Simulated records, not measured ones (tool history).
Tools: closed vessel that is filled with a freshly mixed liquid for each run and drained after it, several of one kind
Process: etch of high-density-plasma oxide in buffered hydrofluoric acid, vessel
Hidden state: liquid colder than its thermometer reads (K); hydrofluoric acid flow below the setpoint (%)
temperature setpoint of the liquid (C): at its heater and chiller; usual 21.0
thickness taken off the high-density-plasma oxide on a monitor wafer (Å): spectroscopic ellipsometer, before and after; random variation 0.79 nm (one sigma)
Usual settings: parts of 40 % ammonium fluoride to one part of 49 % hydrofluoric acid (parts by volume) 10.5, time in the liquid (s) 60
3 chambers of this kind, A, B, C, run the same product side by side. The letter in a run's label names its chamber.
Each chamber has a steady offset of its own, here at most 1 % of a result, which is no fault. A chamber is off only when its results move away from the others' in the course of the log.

run,day,temperature setpoint of the liquid (C),parts of 40 % ammonium fluoride to one part of 49 % hydrofluoric acid (parts by volume),time in the liquid (s),hours since the thermometer was replaced,hours since the hydrofluoric acid flow meter was replaced,"read-back film thickness of the high-density-plasma oxide reference wafer, read on the same gauge (nm)",thickness taken off the high-density-plasma oxide on a monitor wafer (Å)
1C,0.188,21.0,10.5,60,873.7,884.1,70.006,1175.00
2B,0.433,21.0,10.5,60,495.7,865.7,69.966,1169.30
3A,0.679,21.0,10.5,60,759.9,1707.6,70.009,1178.80
# day 0.821: chamber B: thermometer replaced
4C,0.871,21.0,10.5,60,890.1,900.5,69.989,1206.50
5B,1.125,21.0,10.5,60,7.3,882.3,70.032,1198.20
6A,1.254,21.0,10.5,60,773.7,1721.4,70.012,1190.90
7C,1.442,21.0,10.5,60,903.8,914.2,70.009,1195.10
8B,1.683,21.0,10.5,60,20.7,895.7,69.993,1191.00
# day 1.804: chamber A: thermometer replaced
9A,1.825,21.0,10.5,60,0.6,1735.1,70.022,1199.80
10A,2.058,21.0,10.5,60,6.2,1740.7,70.031,1200.60
11C,2.288,21.0,7.0,60,924.1,934.5,69.987,1747.50
12B,2.533,21.0,7.0,60,41.1,916.1,70.026,1753.10
13C,2.746,21.0,7.0,60,935.1,945.5,70.024,1754.70
14A,2.938,21.0,10.5,60,27.3,1761.8,69.995,1200.50
15B,3.071,21.0,10.5,60,54.0,929.0,70.013,1203.70
16C,3.338,25.5,10.5,85,949.3,959.7,70.005,2144.30
17B,3.517,25.5,10.5,85,64.7,939.7,69.980,2151.10
18A,3.646,25.5,10.5,85,44.3,1778.8,70.029,2190.10
19B,3.883,21.0,10.5,60,73.5,948.5,69.991,1177.80
# day 4.046: chamber A: hydrofluoric acid flow meter replaced
20A,4.138,21.0,10.5,60,56.1,2.2,70.011,1190.50
21C,4.321,21.0,10.5,60,972.9,983.3,69.982,1200.30
22A,4.596,21.0,10.5,60,67.1,13.2,70.041,1188.50
23B,4.829,21.0,10.5,60,96.2,971.2,70.016,1157.00
24C,5.058,21.0,10.5,60,990.6,1001.0,69.976,1193.40
25A,5.229,21.0,10.5,60,82.3,28.4,70.039,1193.40
26C,5.483,21.0,10.5,60,1000.8,1011.2,69.986,1179.50
27B,5.717,21.0,10.5,60,117.5,992.5,70.006,1152.30
28B,5.979,21.0,10.5,60,123.8,998.8,69.989,1133.40
29C,6.171,21.0,10.5,60,1017.3,1027.7,70.016,1187.20
30A,6.312,21.0,10.5,60,108.3,54.4,70.014,1211.00
31B,6.446,21.0,10.5,60,135.0,1010.0,70.034,1141.80
32C,6.583,21.0,10.5,60,1027.2,1037.6,70.000,1188.00
33A,6.825,21.0,10.5,60,120.6,66.7,70.029,1197.00
34A,7.088,21.0,10.5,60,126.9,73.0,70.011,1188.30
35C,7.258,21.0,8.0,50,1043.4,1053.8,69.992,1264.10
36B,7.529,21.0,8.0,50,161.0,1036.0,70.008,1186.10
37C,7.796,21.0,8.0,50,1056.3,1066.7,70.042,1268.00
38B,8.038,24.0,10.5,35,173.2,1048.2,69.994,758.12
39A,8.233,24.0,10.5,35,154.4,100.5,70.031,830.21
40A,8.446,24.0,10.5,35,159.5,105.6,69.998,820.81
41B,8.729,21.0,10.5,60,189.8,1064.8,69.988,1085.80

What goes on in this fleet: one chamber off, a drifting gauge, or nothing beyond the chambers' own small offsets? Name the chamber and the cause, if any.

Chamber B drifts away from the others.
Cause: hydrofluoric acid flow below the setpoint (%) = 7.77.
The log may not tell that from: liquid colder than its thermometer reads (K).

Here are 4 candidates for chamber B's next run, each the usual settings with a change, their results left as question marks. Which one brings its results back in line with what the others give on the usual settings?
In line means no further than this from the other chambers' mean on the usual settings: thickness taken off the high-density-plasma oxide on a monitor wafer (Å) 28.00
42B-1,8.929,21.0,10.5,55,,,,?
42B-2,8.929,21.0,10.5,65,,,,?
42B-3,8.929,21.0,9.0,60,,,,?
42B-4,8.929,20.0,11.5,60,,,,?

The other chambers' mean on the usual settings: thickness taken off the high-density-plasma oxide on a monitor wafer (Å) 1191.70
run,thickness taken off the high-density-plasma oxide on a monitor wafer (Å)
42B-1,1003.20
42B-2,1185.60
42B-3,1262.10
42B-4,946.70
42B-2 brings the chamber back in line.
